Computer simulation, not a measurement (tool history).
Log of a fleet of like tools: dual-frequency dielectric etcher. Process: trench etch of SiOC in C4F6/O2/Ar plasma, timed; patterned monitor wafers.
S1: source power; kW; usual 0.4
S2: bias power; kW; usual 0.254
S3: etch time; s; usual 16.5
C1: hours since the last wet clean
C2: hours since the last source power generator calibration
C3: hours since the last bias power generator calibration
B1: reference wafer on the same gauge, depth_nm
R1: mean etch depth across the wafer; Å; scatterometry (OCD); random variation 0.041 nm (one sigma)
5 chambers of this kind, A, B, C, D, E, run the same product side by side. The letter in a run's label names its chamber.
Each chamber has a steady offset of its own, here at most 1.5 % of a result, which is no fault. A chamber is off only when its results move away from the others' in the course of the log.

run,day,S1,S2,S3,C1,C2,C3,B1,R1
1A,0.258,0.4,0.254,16.5,173.3,2070.4,2688.3,41.907,384.84
2C,0.512,0.4,0.254,16.5,281.8,3309.1,3316.1,41.898,385.12
3D,0.692,0.4,0.254,16.5,458.1,2825.9,859.6,41.908,386.71
4B,1.021,0.4,0.254,16.5,523,1318.4,1500.6,41.914,381.17
5E,1.225,0.4,0.254,16.5,353.4,1058.8,2313.3,41.923,387.82
6C,1.479,0.4,0.254,16.5,305,3332.3,3339.3,41.923,385.76
7B,1.838,0.4,0.254,12.5,542.6,1338,1520.2,41.928,288.86
8A,2.217,0.4,0.254,12.5,220.3,2117.4,2735.3,41.938,291.11
9D,2.404,0.4,0.254,12.5,499.2,2867,900.7,41.937,292.85
10E,2.675,0.4,0.254,12.5,388.2,1093.6,2348.1,41.939,294.28
11B,2.862,0.4,0.254,12.5,567.2,1362.6,1544.8,41.947,289.19
# day 2.867: chamber B: wet clean of the chamber
12C,3.092,0.4,0.254,16.5,343.7,3371,3378,41.949,385.36
13A,3.471,0.4,0.254,16.5,250.4,2147.5,2765.4,41.956,383.99
14D,3.804,0.4,0.254,16.5,532.8,2900.6,934.3,41.949,386.98
15E,4.208,0.4,0.254,16.5,425,1130.4,2384.9,41.967,388.76
16C,4.508,0.36,0.254,16.5,377.7,3405,3412,41.976,370.3
17E,4.8,0.36,0.254,16.5,439.2,1144.6,2399.1,41.975,374.01
18A,5.008,0.36,0.254,16.5,287.3,2184.4,2802.3,41.978,370.6
19D,5.338,0.36,0.254,16.5,569.6,2937.4,971.1,41.992,371.63
20B,5.667,0.36,0.254,16.5,67.2,1429.9,1612.1,41.989,367.05
21C,6.042,0.4,0.254,16.5,414.5,3441.8,3448.8,41.987,385.69
22B,6.367,0.4,0.254,16.5,84,1446.7,1628.9,42.006,381.84
# day 6.567: chamber C: wet clean of the chamber
23E,6.75,0.4,0.254,16.5,486,1191.4,2445.9,42.004,389.73
# day 6.896: chamber D: wet clean of the chamber
24A,7.1,0.45,0.254,16.5,337.5,2234.6,2852.5,42.007,402.31
25D,7.417,0.45,0.254,16.5,12.6,2987.3,1021,42.016,405.88
26E,7.608,0.45,0.254,16.5,506.6,1212,2466.5,42.02,407.98
27D,7.925,0.45,0.254,16.5,24.8,2999.5,1033.2,42.019,404.92
28B,8.279,0.45,0.254,16.5,129.9,1492.6,1674.8,42.032,398.93
29A,8.533,0.4,0.254,16.5,371.9,2269,2886.9,42.04,385.5
# day 8.783: chamber E: wet clean of the chamber
30C,8.904,0.4,0.254,16.5,56.2,3510.5,3517.5,42.051,386.15
31B,9.129,0.4,0.254,16.5,150.3,1513,1695.2,42.043,381.98
32D,9.454,0.48,0.214,16.5,61.5,3036.2,1069.9,42.048,392.94
33C,9.638,0.48,0.214,16.5,73.8,3528.1,3535.1,42.04,391.32
34A,9.854,0.48,0.214,16.5,403.6,2300.7,2918.6,42.062,390.86
35E,10.104,0.48,0.214,16.5,31.8,1271.9,2526.4,42.062,395
# day 10.383: chamber A: wet clean of the chamber
36B,10.479,0.48,0.214,16.5,182.7,1545.4,1727.6,42.074,387.68
37C,10.817,0.4,0.254,16.5,102.1,3556.4,3563.4,42.074,385.93
38A,11.104,0.4,0.254,16.5,17.4,2330.7,2948.6,42.085,386.4
39E,11.279,0.4,0.254,16.5,60,1300.1,2554.6,42.067,390.11

What goes on in this fleet: one chamber off, a drifting gauge, or nothing beyond the chambers' own small offsets? Name the chamber and the cause, if any.

The gauge drifts, so all chambers seem to drift together. No chamber is off.
Cause: gauge reads high (%) = 0.442.
